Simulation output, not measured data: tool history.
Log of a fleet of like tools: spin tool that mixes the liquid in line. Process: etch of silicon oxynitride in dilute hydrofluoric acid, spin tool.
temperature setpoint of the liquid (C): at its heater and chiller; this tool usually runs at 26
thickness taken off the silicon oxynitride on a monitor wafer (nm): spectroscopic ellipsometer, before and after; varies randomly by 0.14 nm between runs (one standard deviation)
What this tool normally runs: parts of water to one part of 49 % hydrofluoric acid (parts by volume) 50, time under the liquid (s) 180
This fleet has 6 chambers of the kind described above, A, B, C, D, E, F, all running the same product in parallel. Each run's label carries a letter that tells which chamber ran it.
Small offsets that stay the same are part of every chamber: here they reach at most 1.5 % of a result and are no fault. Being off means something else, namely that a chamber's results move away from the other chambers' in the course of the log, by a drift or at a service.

run	hour	temperature setpoint of the liquid (C)	parts of water to one part of 49 % hydrofluoric acid (parts by volume)	time under the liquid (s)	read-back film thickness of the silicon oxynitride reference wafer, read on the same gauge (nm)	thickness taken off the silicon oxynitride on a monitor wafer (nm)
1B	8	26	50	180	39.997	20.073
2D	19.2	26	50	180	40.016	19.756
3F	32.2	26	50	180	40.013	19.766
4C	42.2	26	50	180	40	20.098
5E	52.3	26	50	180	39.99	19.958
6A	62.5	26	50	180	39.995	19.649
7B	69.4	26	50	180	39.966	19.709
8A	79.8	21.5	50	180	39.975	16.162
9F	85.9	21.5	50	180	40.034	15.812
10D	97.1	21.5	50	180	40.002	15.846
11E	107.6	21.5	50	180	40.012	15.821
12C	121	21.5	50	180	39.999	16.041
13E	133.8	21.5	50	180	39.999	15.731
14D	147.3	26	50	180	40	19.9
15C	158	26	50	180	40.016	19.785
16B	166.1	26	50	180	39.988	19.696
17F	172.5	26	50	180	40.015	19.628
18A	184.9	26	50	180	40.033	19.815
19E	193.3	26	50	180	40.048	19.649
20F	202.5	26	50	180	39.99	19.678
21A	210.7	26	50	180	39.981	19.661
# hour 212.5: chamber F: thermometer replaced
22C	221.4	22	50	180	40.007	16.18
23B	230.2	22	50	180	40.021	16.47
24D	239.2	22	50	180	40.033	16.39
25D	250.2	22	50	180	39.945	16.348
26B	259.4	22	50	180	39.994	16.179
27E	271.6	22	50	180	39.995	16.352
28F	278.6	26	50	180	40.024	19.702
29A	291.9	28.5	50	95	39.976	11.67
30C	302.2	28.5	50	95	40.006	11.971
31E	308.4	28.5	50	95	40.005	11.556
32A	319.6	28.5	50	95	39.995	11.752
33F	329.7	28.5	50	95	40.009	11.624
34C	339	28.5	50	95	39.985	11.768
35D	345.6	26	50	180	39.998	19.627
# hour 349.2: chamber E: thermometer replaced
36B	351.6	26	50	180	39.996	19.845
37D	363.3	26	50	180	40.016	19.711
38E	375.8	26	50	180	40.017	19.636
39C	382.8	26	50	180	40.021	19.852
40F	395.8	26	40	215	40.026	29.354

Decide between three cases: one chamber stands off from its peers, the gauge reading all wafers drifts, or nothing is wrong past each chamber's small offset. Where a chamber is off, say which and what most likely put it there.

Beyond each chamber's small constant offset nothing stands out, and the gauge stays steady.
